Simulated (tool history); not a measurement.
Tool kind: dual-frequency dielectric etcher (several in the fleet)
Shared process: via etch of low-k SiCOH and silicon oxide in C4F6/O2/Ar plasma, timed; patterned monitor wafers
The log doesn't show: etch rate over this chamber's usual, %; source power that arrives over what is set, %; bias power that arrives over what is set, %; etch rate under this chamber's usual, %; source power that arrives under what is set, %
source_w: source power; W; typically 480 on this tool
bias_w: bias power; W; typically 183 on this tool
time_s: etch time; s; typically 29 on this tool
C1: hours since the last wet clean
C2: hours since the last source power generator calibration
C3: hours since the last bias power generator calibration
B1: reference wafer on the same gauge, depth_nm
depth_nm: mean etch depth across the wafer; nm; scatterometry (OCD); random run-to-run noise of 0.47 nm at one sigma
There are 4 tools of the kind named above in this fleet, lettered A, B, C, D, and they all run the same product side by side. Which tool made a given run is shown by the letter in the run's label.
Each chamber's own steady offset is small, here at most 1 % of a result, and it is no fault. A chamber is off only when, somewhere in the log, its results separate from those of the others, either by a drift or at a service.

run 1C hour=4.5 | source_w=480 bias_w=183 time_s=29 | C1=488.1 C2=1024.3 C3=557.2 | B1=69.764 | depth_nm=74.185
run 2B hour=10.4 | source_w=480 bias_w=183 time_s=29 | C1=371.8 C2=2315.8 C3=757.9 | B1=69.75 | depth_nm=73.987
run 3A hour=15.5 | source_w=480 bias_w=183 time_s=29 | C1=399.2 C2=1676.4 C3=3312.6 | B1=69.826 | depth_nm=74.191
run 4D hour=19 | source_w=480 bias_w=183 time_s=29 | C1=106.5 C2=4186.8 C3=1064 | B1=69.628 | depth_nm=74.076
run 5C hour=25.1 | source_w=560 bias_w=202 time_s=29 | C1=508.7 C2=1044.9 C3=577.8 | B1=69.678 | depth_nm=80.924
run 6A hour=32.5 | source_w=560 bias_w=202 time_s=29 | C1=416.2 C2=1693.4 C3=3329.6 | B1=69.723 | depth_nm=80.739
run 7D hour=40.4 | source_w=560 bias_w=202 time_s=29 | C1=127.9 C2=4208.2 C3=1085.4 | B1=69.806 | depth_nm=82.635
run 8B hour=48 | source_w=560 bias_w=202 time_s=29 | C1=409.4 C2=2353.4 C3=795.5 | B1=69.624 | depth_nm=82.062
run 9A hour=54.7 | source_w=480 bias_w=183 time_s=29 | C1=438.4 C2=1715.6 C3=3351.8 | B1=69.76 | depth_nm=73.897
run 10C hour=62.6 | source_w=480 bias_w=183 time_s=29 | C1=546.2 C2=1082.4 C3=615.3 | B1=69.801 | depth_nm=74.699
run 11B hour=69.5 | source_w=480 bias_w=183 time_s=29 | C1=430.9 C2=2374.9 C3=817 | B1=69.655 | depth_nm=74.378
run 12D hour=75.9 | source_w=480 bias_w=183 time_s=29 | C1=163.4 C2=4243.7 C3=1120.9 | B1=69.689 | depth_nm=75.065
run 13B hour=80.5 | source_w=480 bias_w=183 time_s=29 | C1=441.9 C2=2385.9 C3=828 | B1=69.724 | depth_nm=73.715
run 14C hour=86.4 | source_w=480 bias_w=183 time_s=29 | C1=570 C2=1106.2 C3=639.1 | B1=69.672 | depth_nm=74.626
run 15D hour=90.5 | source_w=480 bias_w=183 time_s=29 | C1=178 C2=4258.3 C3=1135.5 | B1=69.768 | depth_nm=75.311
run 16A hour=95 | source_w=480 bias_w=183 time_s=29 | C1=478.7 C2=1755.9 C3=3392.1 | B1=69.768 | depth_nm=74.17
run 17D hour=102.3 | source_w=480 bias_w=183 time_s=29 | C1=189.8 C2=4270.1 C3=1147.3 | B1=69.679 | depth_nm=74.51
-- hour=102.9 chamber C: wet clean of the chamber
-- hour=106.4 chamber A: wet clean of the chamber
run 18A hour=108.9 | source_w=480 bias_w=183 time_s=26.5 | C1=2.6 C2=1769.8 C3=3406 | B1=69.64 | depth_nm=66.72
run 19B hour=113.3 | source_w=480 bias_w=183 time_s=26.5 | C1=474.7 C2=2418.7 C3=860.8 | B1=69.68 | depth_nm=67.493
run 20C hour=120.8 | source_w=480 bias_w=183 time_s=26.5 | C1=17.9 C2=1140.6 C3=673.5 | B1=69.765 | depth_nm=64.231
run 21C hour=127.7 | source_w=480 bias_w=183 time_s=26.5 | C1=24.8 C2=1147.5 C3=680.4 | B1=69.722 | depth_nm=64.631
run 22D hour=132.4 | source_w=480 bias_w=183 time_s=29 | C1=219.9 C2=4300.2 C3=1177.4 | B1=69.8 | depth_nm=74.716
run 23B hour=138 | source_w=480 bias_w=183 time_s=29 | C1=499.4 C2=2443.4 C3=885.5 | B1=69.605 | depth_nm=73.799
run 24A hour=142.6 | source_w=480 bias_w=183 time_s=29 | C1=36.3 C2=1803.5 C3=3439.7 | B1=69.803 | depth_nm=73.22
run 25C hour=148.4 | source_w=480 bias_w=183 time_s=29 | C1=45.5 C2=1168.2 C3=701.1 | B1=69.664 | depth_nm=71.529
run 26D hour=153.1 | source_w=480 bias_w=183 time_s=29 | C1=240.6 C2=4320.9 C3=1198.1 | B1=69.675 | depth_nm=75.455
run 27A hour=160.9 | source_w=480 bias_w=183 time_s=29 | C1=54.6 C2=1821.8 C3=3458 | B1=69.748 | depth_nm=74.239
run 28B hour=165.2 | source_w=480 bias_w=183 time_s=29 | C1=526.6 C2=2470.6 C3=912.7 | B1=69.657 | depth_nm=75.047
run 29B hour=172.5 | source_w=480 bias_w=183 time_s=29 | C1=533.9 C2=2477.9 C3=920 | B1=69.685 | depth_nm=74.17
run 30A hour=178.8 | source_w=410 bias_w=183 time_s=29 | C1=72.5 C2=1839.7 C3=3475.9 | B1=69.642 | depth_nm=69.289
run 31D hour=186.7 | source_w=410 bias_w=183 time_s=29 | C1=274.2 C2=4354.5 C3=1231.7 | B1=69.634 | depth_nm=69.302
run 32C hour=194.6 | source_w=410 bias_w=183 time_s=29 | C1=91.7 C2=1214.4 C3=747.3 | B1=69.803 | depth_nm=66.741
run 33B hour=200.2 | source_w=410 bias_w=183 time_s=29 | C1=561.6 C2=2505.6 C3=947.7 | B1=69.731 | depth_nm=69.742
run 34D hour=203.7 | source_w=480 bias_w=183 time_s=29 | C1=291.2 C2=4371.5 C3=1248.7 | B1=69.655 | depth_nm=75.082

Does one chamber stand apart from the rest, does the shared gauge drift, or is all well apart from small per-chamber offsets? Give the chamber and the most likely cause, where there is one.

A service on chamber C put it out of line with the rest.
Cause: etch rate under this chamber's usual, % = 4.76.

Chamber C could run next with any of the 4 candidate recipes listed below; each alters the usual settings, and their results appear as question marks. Which one brings its results back in line with what the other chambers deliver on the usual settings?
In line here means within this much of the mean the other chambers give on the usual settings: depth_nm 1.6 nm
run 35C-1 hour=209.4 | source_w=480 bias_w=179 time_s=26.5 | depth_nm=?
run 35C-2 hour=209.4 | source_w=480 bias_w=187 time_s=31.5 | depth_nm=?
run 35C-3 hour=209.4 | source_w=480 bias_w=183 time_s=30.5 | depth_nm=?
run 35C-4 hour=209.4 | source_w=470 bias_w=181 time_s=28 | depth_nm=?

Mean of the other chambers on the usual settings: depth_nm 74.174 nm
run=35C-1 depth_nm=64.153
run=35C-2 depth_nm=77.324
run=35C-3 depth_nm=74.356
run=35C-4 depth_nm=67.468
The answer is 35C-3, which returns the chamber to within the allowed miss of the others.

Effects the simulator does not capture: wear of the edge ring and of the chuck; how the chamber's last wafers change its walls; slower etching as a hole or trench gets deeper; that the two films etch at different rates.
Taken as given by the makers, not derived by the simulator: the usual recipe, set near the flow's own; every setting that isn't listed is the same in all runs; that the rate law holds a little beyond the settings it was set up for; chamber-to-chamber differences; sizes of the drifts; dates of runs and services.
